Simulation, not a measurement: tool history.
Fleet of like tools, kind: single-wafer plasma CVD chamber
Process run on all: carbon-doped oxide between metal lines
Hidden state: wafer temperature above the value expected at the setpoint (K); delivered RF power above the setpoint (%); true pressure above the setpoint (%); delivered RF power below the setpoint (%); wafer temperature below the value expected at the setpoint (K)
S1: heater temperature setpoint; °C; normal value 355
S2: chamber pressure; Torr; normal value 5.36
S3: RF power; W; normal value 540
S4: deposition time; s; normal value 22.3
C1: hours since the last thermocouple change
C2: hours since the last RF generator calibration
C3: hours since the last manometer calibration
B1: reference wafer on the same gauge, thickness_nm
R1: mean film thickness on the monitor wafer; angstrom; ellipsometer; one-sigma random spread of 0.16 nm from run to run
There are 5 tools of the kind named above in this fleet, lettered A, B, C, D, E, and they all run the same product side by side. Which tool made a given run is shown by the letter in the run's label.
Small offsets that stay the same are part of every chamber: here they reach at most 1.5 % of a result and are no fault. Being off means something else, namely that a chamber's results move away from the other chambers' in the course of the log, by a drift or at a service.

Run 1A, hour 10.3: usual settings; C1 1198.7; C2 1087.2; C3 1668.0; B1 120.98. Result: R1 1193.9 angstrom.
Run 2D, hour 21.0: usual settings; C1 555.1; C2 142.7; C3 190.4; B1 120.95. Result: R1 1188.7 angstrom.
Run 3E, hour 30.1: usual settings; C1 97.1; C2 1124.3; C3 499.2; B1 120.92. Result: R1 1205.6 angstrom.
Run 4C, hour 40.5: usual settings; C1 714.6; C2 1090.5; C3 849.0; B1 120.91. Result: R1 1179.8 angstrom.
Run 5B, hour 48.8: usual settings; C1 1264.2; C2 433.7; C3 565.3; B1 120.93. Result: R1 1192.0 angstrom.
Run 6B, hour 56.2: usual settings; C1 1271.6; C2 441.1; C3 572.7; B1 120.87. Result: R1 1189.9 angstrom.
Run 7D, hour 68.9: usual settings but S2 6.08 Torr, S3 445 W; C1 603.0; C2 190.6; C3 238.3; B1 120.85. Result: R1 1061.5 angstrom.
Run 8A, hour 77.3: usual settings but S2 6.08 Torr, S3 445 W; C1 1265.7; C2 1154.2; C3 1735.0; B1 120.85. Result: R1 1066.2 angstrom.
Run 9C, hour 86.3: usual settings but S2 6.08 Torr, S3 445 W; C1 760.4; C2 1136.3; C3 894.8; B1 120.79. Result: R1 1055.4 angstrom.
Run 10E, hour 93.6: usual settings but S2 6.08 Torr, S3 445 W; C1 160.6; C2 1187.8; C3 562.7; B1 120.81. Result: R1 1083.6 angstrom.
At hour 95.1: chamber C: RF generator calibrated.
Run 11A, hour 105.1: usual settings but S2 6.08 Torr, S3 445 W; C1 1293.5; C2 1182.0; C3 1762.8; B1 120.80. Result: R1 1066.6 angstrom.
Run 12C, hour 118.3: usual settings; C1 792.4; C2 23.3; C3 926.8; B1 120.74. Result: R1 1177.6 angstrom.
Run 13D, hour 128.2: usual settings but S3 625 W, S4 24.2 s; C1 662.3; C2 249.9; C3 297.6; B1 120.76. Result: R1 1404.7 angstrom.
Run 14E, hour 138.6: usual settings but S3 625 W, S4 24.2 s; C1 205.6; C2 1232.8; C3 607.7; B1 120.74. Result: R1 1426.8 angstrom.
Run 15B, hour 147.1: usual settings but S3 625 W, S4 24.2 s; C1 1362.5; C2 532.0; C3 663.6; B1 120.74. Result: R1 1409.0 angstrom.
Run 16C, hour 155.3: usual settings but S3 625 W, S4 24.2 s; C1 829.4; C2 60.3; C3 963.8; B1 120.69. Result: R1 1394.6 angstrom.
Run 17B, hour 168.4: usual settings but S3 625 W, S4 24.2 s; C1 1383.8; C2 553.3; C3 684.9; B1 120.63. Result: R1 1408.3 angstrom.
Run 18A, hour 181.8: usual settings; C1 1370.2; C2 1258.7; C3 1839.5; B1 120.67. Result: R1 1189.3 angstrom.
Run 19E, hour 195.0: usual settings; C1 262.0; C2 1289.2; C3 664.1; B1 120.61. Result: R1 1201.1 angstrom.
Run 20D, hour 203.7: usual settings; C1 737.8; C2 325.4; C3 373.1; B1 120.61. Result: R1 1182.1 angstrom.
Run 21A, hour 214.7: usual settings; C1 1403.1; C2 1291.6; C3 1872.4; B1 120.60. Result: R1 1184.8 angstrom.
Run 22E, hour 222.2: usual settings; C1 289.2; C2 1316.4; C3 691.3; B1 120.61. Result: R1 1201.1 angstrom.
Run 23C, hour 233.4: usual settings but S1 368 °C, S2 6.48 Torr; C1 907.5; C2 138.4; C3 1041.9; B1 120.56. Result: R1 1162.8 angstrom.
Run 24B, hour 242.5: usual settings but S1 368 °C, S2 6.48 Torr; C1 1457.9; C2 627.4; C3 759.0; B1 120.54. Result: R1 1171.1 angstrom.
Run 25D, hour 250.8: usual settings but S1 368 °C, S2 6.48 Torr; C1 784.9; C2 372.5; C3 420.2; B1 120.48. Result: R1 1168.6 angstrom.
Run 26C, hour 260.5: usual settings but S1 368 °C, S2 6.48 Torr; C1 934.6; C2 165.5; C3 1069.0; B1 120.45. Result: R1 1163.3 angstrom.
Run 27D, hour 273.9: usual settings but S1 368 °C, S2 6.48 Torr; C1 808.0; C2 395.6; C3 443.3; B1 120.51. Result: R1 1168.4 angstrom.
Run 28A, hour 280.6: usual settings; C1 1469.0; C2 1357.5; C3 1938.3; B1 120.44. Result: R1 1185.4 angstrom.
Run 29E, hour 292.3: usual settings; C1 359.3; C2 1386.5; C3 761.4; B1 120.42. Result: R1 1200.2 angstrom.
Run 30B, hour 298.8: usual settings but S3 485 W, S4 20.1 s; C1 1514.2; C2 683.7; C3 815.3; B1 120.45. Result: R1 1001.7 angstrom.
Run 31E, hour 311.8: usual settings but S3 485 W, S4 20.1 s; C1 378.8; C2 1406.0; C3 780.9; B1 120.38. Result: R1 1017.5 angstrom.
Run 32B, hour 319.1: usual settings but S3 485 W, S4 20.1 s; C1 1534.5; C2 704.0; C3 835.6; B1 120.40. Result: R1 1002.5 angstrom.

All chambers now run identical settings, listed one chamber a line with results as question marks. What results will each chamber show?
Run 33A, hour 328.9: usual settings. Result: R1 ?.
Run 33B, hour 328.9: usual settings. Result: R1 ?.
Run 33C, hour 328.9: usual settings. Result: R1 ?.
Run 33D, hour 328.9: usual settings. Result: R1 ?.
Run 33E, hour 328.9: usual settings. Result: R1 ?.

run      R1
33A  1184.1
33B  1188.1
33C  1174.3
33D  1181.3
33E  1199.3
